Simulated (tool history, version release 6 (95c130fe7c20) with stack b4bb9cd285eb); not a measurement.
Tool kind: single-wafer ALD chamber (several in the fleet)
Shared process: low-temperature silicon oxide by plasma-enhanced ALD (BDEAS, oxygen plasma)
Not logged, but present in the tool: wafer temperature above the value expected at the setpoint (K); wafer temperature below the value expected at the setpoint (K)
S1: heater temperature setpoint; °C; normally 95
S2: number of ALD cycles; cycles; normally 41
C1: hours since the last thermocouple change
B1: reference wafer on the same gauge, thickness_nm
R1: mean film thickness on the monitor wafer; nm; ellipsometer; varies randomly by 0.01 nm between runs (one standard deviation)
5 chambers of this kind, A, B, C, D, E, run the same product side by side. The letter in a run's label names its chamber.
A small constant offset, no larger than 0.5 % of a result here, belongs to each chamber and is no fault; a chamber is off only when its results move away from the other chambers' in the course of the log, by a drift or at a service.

run   hour  S1  S2      C1      B1      R1
 1B      4  95  41  1906.2    5.35  5.9636
 2C    6.6  95  41   211.4  5.3482  5.9614
 3E   10.8  95  41   250.4  5.3464  5.9428
 4D   15.4  95  41   100.4  5.3457  5.9628
 5A   20.8  95  41    2075  5.3442  5.9306
 6E   23.4  95  41     263  5.3446  5.9427
 7D   29.2  95  41   114.2  5.3415  5.9469
 8C   31.9  95  41   236.7  5.3433   5.953
 9A   35.2  95  44  2089.4  5.3425  6.3702
10B   39.8  95  44    1942  5.3433  6.4106
11E   43.7  95  44   283.3  5.3427  6.3808
12A   48.3  95  44  2102.5  5.3397  6.3942
13B   50.9  95  44  1953.1  5.3407  6.4021
14D   56.7  95  41   141.7  5.3389  5.9617
15C   59.9  95  41   264.7  5.3379  5.9284
16A     65  95  41  2119.2  5.3386   5.948
17E   67.6  95  41   307.2  5.3369  5.9447
18D   72.2  95  41   157.2  5.3352  5.9492
19C     77  95  41   281.8  5.3352  5.9373
20B   82.6  95  41  1984.8  5.3346  5.9709
21E   85.9  95  41   325.5  5.3336  5.9276
22C   91.2  95  41     296  5.3347  5.9053
23A   96.3  95  41  2150.5  5.3317  5.9432
24D  100.9  95  41   185.9  5.3326  5.9434
25B  106.6  95  41  2008.8  5.3292  5.9411
26E  111.1  95  41   350.7  5.3299  5.9364
27D  114.6  82  35   199.6  5.3299  5.3072
28C  119.6  82  35   324.4  5.3256  5.3012
29B  124.5  82  35  2026.7  5.3272  5.3121
30A  130.4  82  35  2184.6  5.3272  5.3038
31B  136.2  82  35  2038.4  5.3236  5.3202
32C  138.9  95  41   343.7  5.3239   5.917
33A  142.4  95  41  2196.6  5.3233   5.932
34E  147.2  88  41   386.8  5.3212  6.0543
35D  152.6  88  41   237.6  5.3204   6.086
36D  158.3  88  41   243.3  5.3184  6.0865
37C  163.1  88  41   367.9  5.3181  6.0627
38A  167.3  88  41  2221.5  5.3173   6.061
39B  172.5  95  41  2074.7  5.3179  5.9458
40E  177.5  95  41   417.1  5.3153  5.9127
41B  182.8  95  41    2085  5.3152  5.9316
42E  187.2  95  41   426.8  5.3143  5.9272
43A  190.1  95  41  2244.3  5.3117  5.9342
44C  193.2  95  41     398  5.3135  5.9007

Which is it: a chamber that has drifted or been left off by a service, a gauge drift common to all chambers, or only each chamber's usual small offset? If a chamber is off, name it and its likeliest cause.

It is the gauge, not a chamber: its drift shows up in every chamber's results at once, and no chamber is off.
Likeliest cause: gauge reads low (%) = 0.707.
